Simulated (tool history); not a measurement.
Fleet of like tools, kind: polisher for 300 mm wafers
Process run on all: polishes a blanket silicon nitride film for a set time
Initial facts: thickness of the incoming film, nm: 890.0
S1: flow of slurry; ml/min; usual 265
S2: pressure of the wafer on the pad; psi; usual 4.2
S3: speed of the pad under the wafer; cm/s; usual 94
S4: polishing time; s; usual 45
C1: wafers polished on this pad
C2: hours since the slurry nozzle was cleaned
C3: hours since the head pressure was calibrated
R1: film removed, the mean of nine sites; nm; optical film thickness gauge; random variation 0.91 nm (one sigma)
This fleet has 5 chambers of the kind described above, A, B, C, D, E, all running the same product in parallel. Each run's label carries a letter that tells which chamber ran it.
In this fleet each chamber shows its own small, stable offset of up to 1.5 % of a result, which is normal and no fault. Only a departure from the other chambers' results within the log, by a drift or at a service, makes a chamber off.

run	hour	S1	S2	S3	S4	C1	C2	C3	R1
1D	10.6	265	4.2	94	45	1094	134.1	626.7	94.494
2B	17	265	4.2	94	45	446	131.5	260.2	95.896
# hour 19.3: chamber D: worn pad replaced by a new one
3E	23.1	265	4.2	94	45	997	214.7	46.3	94.707
# hour 30.1: chamber C: head pressure recalibrated
4A	34.2	265	4.2	94	45	359	228.7	158.5	95.074
# hour 35.3: chamber E: worn pad replaced by a new one
5C	45.8	265	4.2	94	45	689	50.7	15.7	93.634
# hour 48.2: chamber E: slurry nozzle cleaned
6A	57.5	265	4.2	94	45	541	252	181.8	94.657
# hour 63.4: chamber B: worn pad replaced by a new one
7E	63.9	265	4.2	64	45	223	15.8	87.1	69.528
8C	73.2	265	4.2	64	45	902	78.1	43.1	69.96
9D	80.5	265	4.2	64	45	477	204	696.6	69.711
10B	87.2	265	4.2	64	45	185	201.7	330.4	68.637
# hour 93.6: chamber B: head pressure recalibrated
11C	97.8	265	4.2	64	45	1094	102.7	67.7	68.806
# hour 107.8: chamber A: worn pad replaced by a new one
12E	108.8	265	4.2	94	45	573	60.7	132	94.618
13A	120.6	335	4.2	94	51	100	315.1	244.9	108.19
14D	128.8	335	4.2	94	51	854	252.3	744.9	108.93
15B	137.7	335	4.2	94	51	579	252.2	44.1	110.94
# hour 145.6: chamber D: worn pad replaced by a new one
16D	148.8	335	4.2	94	51	25	272.3	764.9	108.09
17B	154.9	335	4.2	94	51	713	269.4	61.3	110.03
# hour 162.1: chamber E: worn pad replaced by a new one
18E	165.6	265	4.2	94	45	27	117.5	188.8	93.036
19C	176.1	265	4.2	94	45	1705	181	146	92.069
# hour 178.4: chamber B: worn pad replaced by a new one
20A	187.2	265	4.2	94	45	619	381.7	311.5	92.959
21C	195.5	265	4.2	94	45	1856	200.4	165.4	90.638
22D	207.6	265	4.2	94	45	483	331.1	823.7	93.717
# hour 212.3: chamber B: slurry nozzle cleaned
23B	214.6	265	4.2	94	45	282	2.3	121	96.36
# hour 216.7: chamber D: head pressure recalibrated
24A	221.6	265	4.2	94	45	888	416.1	345.9	94.47
25E	232.4	265	4.2	94	45	548	184.3	255.6	93.959
26C	241.8	265	3	94	45	2217	246.7	211.7	63.801
# hour 245.5: chamber A: worn pad replaced by a new one
27E	249.3	265	3	94	45	680	201.2	272.5	66.217
28D	260.3	265	3	94	45	894	383.8	43.7	66.884
# hour 260.5: chamber E: slurry nozzle cleaned
# hour 267.5: chamber D: worn pad replaced by a new one
29B	271.1	265	3	94	45	723	58.8	177.5	66.715
30A	278.4	265	3	94	45	257	472.9	402.7	67.414
31A	287.7	265	4.2	94	45	329	482.2	412	93.008
# hour 298: chamber E: worn pad replaced by a new one
32C	298.6	265	4.2	94	45	2660	303.5	268.5	84.802
33E	306.4	265	4.2	94	45	65	45.9	329.6	93.399
# hour 309.6: chamber B: worn pad replaced by a new one
34B	317.9	265	4.2	94	45	64	105.6	224.3	94.229
35D	326.1	265	4.2	94	45	457	449.6	109.5	94.104
36D	336.2	265	4.2	94	45	536	459.7	119.6	95.248
37C	347.2	265	4.2	94	45	3039	352.1	317.1	82.843

What goes on in this fleet: one chamber off, a drifting gauge, or nothing beyond the chambers' own small offsets? Name the chamber and the cause, if any.

It is chamber C that slowly wanders off from its peers.
Cause: removal rate lost through wear of the pad, % = 11.8.
Not necessarily distinguishable in this log from: head's pressure below its setpoint, %.

Below are 4 candidate recipes for chamber C's next run, each the usual settings with a change, their results shown as question marks. Which of them brings C's results back in line with what the other chambers give on the usual settings?
A result is in line if it is within this distance of the other chambers' mean on the usual settings: R1 3.2 nm
38C-1	356	260	3.8	88	40				?
38C-2	356	265	4.2	88	41				?
38C-3	356	280	4.2	132	45				?
38C-4	356	270	4.6	100	45				?

Average result of the remaining chambers running the usual settings: R1 94.165 nm
run	R1
38C-1	62.483
38C-2	70.939
38C-3	108.25
38C-4	94.624
38C-4 puts the chamber back in line with the other chambers.

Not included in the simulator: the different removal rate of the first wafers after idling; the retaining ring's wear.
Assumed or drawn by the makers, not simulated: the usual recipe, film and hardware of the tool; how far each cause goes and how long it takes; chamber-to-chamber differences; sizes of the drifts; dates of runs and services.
